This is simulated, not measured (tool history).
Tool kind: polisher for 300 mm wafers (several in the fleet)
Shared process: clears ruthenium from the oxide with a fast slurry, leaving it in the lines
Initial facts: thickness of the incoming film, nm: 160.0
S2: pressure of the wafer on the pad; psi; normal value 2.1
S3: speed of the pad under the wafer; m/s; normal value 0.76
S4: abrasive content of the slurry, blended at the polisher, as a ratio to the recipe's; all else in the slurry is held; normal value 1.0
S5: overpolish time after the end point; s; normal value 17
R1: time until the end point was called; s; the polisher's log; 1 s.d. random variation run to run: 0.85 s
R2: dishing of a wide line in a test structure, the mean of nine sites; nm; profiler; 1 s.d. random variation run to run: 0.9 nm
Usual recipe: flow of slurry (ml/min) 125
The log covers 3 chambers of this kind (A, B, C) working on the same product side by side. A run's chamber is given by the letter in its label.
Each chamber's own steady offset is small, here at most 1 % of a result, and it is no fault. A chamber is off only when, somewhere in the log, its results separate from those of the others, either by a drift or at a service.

At day 0.025: chamber B: worn pad replaced by a new one.
Run 1B, day 0.417: usual settings. Result: R1 59.086 s, R2 35.888 nm.
Run 2A, day 0.733: usual settings. Result: R1 59.325 s, R2 36.564 nm.
At day 0.862: chamber C: worn pad replaced by a new one.
Run 3C, day 1.083: usual settings. Result: R1 59.572 s, R2 35.555 nm.
Run 4C, day 1.275: usual settings. Result: R1 59.388 s, R2 35.593 nm.
At day 1.462: chamber A: head pressure recalibrated.
Run 5B, day 1.512: usual settings. Result: R1 59.375 s, R2 36.867 nm.
Run 6A, day 1.842: usual settings. Result: R1 59.617 s, R2 37.173 nm.
Run 7B, day 2.254: usual settings. Result: R1 60.838 s, R2 35.702 nm.
At day 2.275: chamber A: worn pad replaced by a new one.
Run 8A, day 2.596: usual settings. Result: R1 59.589 s, R2 37.242 nm.
Run 9C, day 2.983: usual settings. Result: R1 59.578 s, R2 35.799 nm.
Run 10A, day 3.412: usual settings. Result: R1 60.024 s, R2 37.769 nm.
Run 11C, day 3.642: usual settings. Result: R1 61.883 s, R2 37.424 nm.
At day 3.988: chamber B: slurry blender recalibrated.
Run 12B, day 4.062: usual settings. Result: R1 61.109 s, R2 34.920 nm.
At day 4.217: chamber C: slurry nozzle cleaned.
Run 13C, day 4.321: usual settings. Result: R1 60.634 s, R2 37.559 nm.
At day 4.467: chamber B: worn pad replaced by a new one.
Run 14A, day 4.704: usual settings. Result: R1 58.605 s, R2 36.882 nm.
Run 15B, day 4.917: usual settings. Result: R1 60.162 s, R2 36.203 nm.
Run 16B, day 5.300: usual settings. Result: R1 58.732 s, R2 35.672 nm.
At day 5.329: chamber C: worn pad replaced by a new one.
At day 5.417: chamber B: head pressure recalibrated.
Run 17C, day 5.575: usual settings. Result: R1 58.973 s, R2 34.245 nm.
At day 5.758: chamber B: slurry nozzle cleaned.
Run 18A, day 5.850: usual settings. Result: R1 60.191 s, R2 36.770 nm.
At day 5.900: chamber A: worn pad replaced by a new one.
Run 19A, day 6.125: usual settings. Result: R1 60.688 s, R2 37.813 nm.
Run 20B, day 6.312: usual settings. Result: R1 59.891 s, R2 35.179 nm.
Run 21C, day 6.633: usual settings. Result: R1 60.083 s, R2 35.143 nm.
At day 6.712: chamber A: slurry nozzle cleaned.
Run 22B, day 6.988: usual settings but S2 2.5 psi, S4 1.1. Result: R1 47.798 s, R2 43.706 nm.
Run 23A, day 7.275: usual settings but S2 2.5 psi, S4 1.1. Result: R1 48.822 s, R2 43.538 nm.
Run 24C, day 7.479: usual settings but S2 2.5 psi, S4 1.1. Result: R1 48.337 s, R2 44.046 nm.
Run 25B, day 7.896: usual settings. Result: R1 60.348 s, R2 36.098 nm.
Run 26A, day 8.271: usual settings. Result: R1 59.943 s, R2 37.434 nm.
Run 27C, day 8.475: usual settings. Result: R1 59.365 s, R2 35.871 nm.
At day 8.729: chamber B: worn pad replaced by a new one.
Run 28A, day 8.808: usual settings. Result: R1 59.040 s, R2 36.115 nm.
At day 8.958: chamber C: slurry blender recalibrated.
Run 29B, day 9.000: usual settings. Result: R1 59.799 s, R2 35.546 nm.
Run 30C, day 9.308: usual settings. Result: R1 59.702 s, R2 34.399 nm.
At day 9.425: chamber A: worn pad replaced by a new one.
At day 9.662: chamber C: worn pad replaced by a new one.
Run 31C, day 9.729: usual settings. Result: R1 59.121 s, R2 34.219 nm.
Run 32B, day 9.996: usual settings. Result: R1 61.540 s, R2 37.533 nm.
Run 33A, day 10.300: usual settings but S3 0.84 m/s. Result: R1 53.871 s, R2 40.201 nm.
Run 34B, day 10.612: usual settings but S3 0.84 m/s. Result: R1 53.769 s, R2 39.783 nm.

Next, all 3 chambers run the settings below, one line each with question marks for the results. What does each chamber give?
Run 35A, day 10.917: usual settings but S3 0.68 m/s. Result: R1 ?, R2 ?.
Run 35B, day 10.917: usual settings but S3 0.68 m/s. Result: R1 ?, R2 ?.
Run 35C, day 10.917: usual settings but S3 0.68 m/s. Result: R1 ?, R2 ?.

run      R1      R2
35A  66.395  32.177
35B  67.760  31.782
35C  65.246  33.033
